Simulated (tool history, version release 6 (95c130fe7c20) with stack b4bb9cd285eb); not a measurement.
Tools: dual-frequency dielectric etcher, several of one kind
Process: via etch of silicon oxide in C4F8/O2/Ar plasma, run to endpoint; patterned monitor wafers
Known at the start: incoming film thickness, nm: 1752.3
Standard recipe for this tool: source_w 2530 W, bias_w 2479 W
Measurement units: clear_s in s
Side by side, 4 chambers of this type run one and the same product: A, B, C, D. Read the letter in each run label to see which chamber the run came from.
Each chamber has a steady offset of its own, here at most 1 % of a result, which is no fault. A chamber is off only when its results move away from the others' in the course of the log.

-- day=0.112 chamber D: wet clean of the chamber
run 1C day=0.242 | source_w=2530 bias_w=2479 | clear_s=294.15
run 2A day=0.496 | source_w=2530 bias_w=2479 | clear_s=294.98
run 3B day=0.650 | source_w=2530 bias_w=2479 | clear_s=294.53
run 4D day=0.792 | source_w=2530 bias_w=2479 | clear_s=295.97
-- day=0.875 chamber A: bias power generator calibrated
run 5B day=0.988 | source_w=2530 bias_w=1879 | clear_s=318.53
run 6C day=1.146 | source_w=2530 bias_w=1879 | clear_s=319.54
run 7D day=1.442 | source_w=2530 bias_w=1879 | clear_s=321.25
run 8A day=1.608 | source_w=2530 bias_w=1879 | clear_s=317.97
run 9B day=1.912 | source_w=2530 bias_w=2479 | clear_s=296.76
run 10A day=2.167 | source_w=2530 bias_w=2479 | clear_s=294.80
run 11D day=2.442 | source_w=2530 bias_w=2479 | clear_s=292.90
run 12C day=2.692 | source_w=2850 bias_w=2978 | clear_s=264.39
run 13B day=2.979 | source_w=2850 bias_w=2978 | clear_s=264.80
run 14D day=3.142 | source_w=2850 bias_w=2978 | clear_s=266.27
run 15C day=3.338 | source_w=2850 bias_w=2978 | clear_s=263.55
run 16A day=3.567 | source_w=2530 bias_w=2479 | clear_s=293.76
run 17A day=3.804 | source_w=2530 bias_w=2479 | clear_s=292.93
run 18B day=4.121 | source_w=2530 bias_w=2479 | clear_s=298.15
run 19C day=4.383 | source_w=2530 bias_w=2479 | clear_s=293.09
run 20D day=4.608 | source_w=2530 bias_w=2479 | clear_s=294.47
run 21A day=4.825 | source_w=2530 bias_w=2479 | clear_s=296.54
run 22B day=5.050 | source_w=2530 bias_w=2479 | clear_s=299.04
run 23D day=5.325 | source_w=2530 bias_w=2479 | clear_s=293.45
run 24C day=5.550 | source_w=2530 bias_w=2479 | clear_s=290.37
run 25B day=5.808 | source_w=2530 bias_w=2479 | clear_s=297.67
run 26D day=6.088 | source_w=2530 bias_w=2479 | clear_s=293.09
run 27C day=6.312 | source_w=2530 bias_w=2479 | clear_s=292.80
run 28A day=6.492 | source_w=2530 bias_w=2479 | clear_s=293.36
run 29A day=6.775 | source_w=2530 bias_w=2479 | clear_s=294.47
run 30D day=7.025 | source_w=2530 bias_w=2479 | clear_s=298.99
run 31B day=7.196 | source_w=2530 bias_w=2479 | clear_s=295.56
run 32C day=7.404 | source_w=2530 bias_w=2479 | clear_s=293.29
run 33A day=7.688 | source_w=2530 bias_w=2479 | clear_s=296.11
run 34C day=7.983 | source_w=1930 bias_w=2076 | clear_s=344.60
run 35D day=8.183 | source_w=1930 bias_w=2076 | clear_s=346.14
run 36B day=8.338 | source_w=1930 bias_w=2076 | clear_s=347.28

Next, all 4 chambers run the settings below, one line each with question marks for the results. What does each chamber give?
run 37A day=8.567 | source_w=3080 bias_w=2479 | clear_s=?
run 37B day=8.567 | source_w=3080 bias_w=2479 | clear_s=?
run 37C day=8.567 | source_w=3080 bias_w=2479 | clear_s=?
run 37D day=8.567 | source_w=3080 bias_w=2479 | clear_s=?

run=37A clear_s=272.23
run=37B clear_s=274.05
run=37C clear_s=273.91
run=37D clear_s=274.45
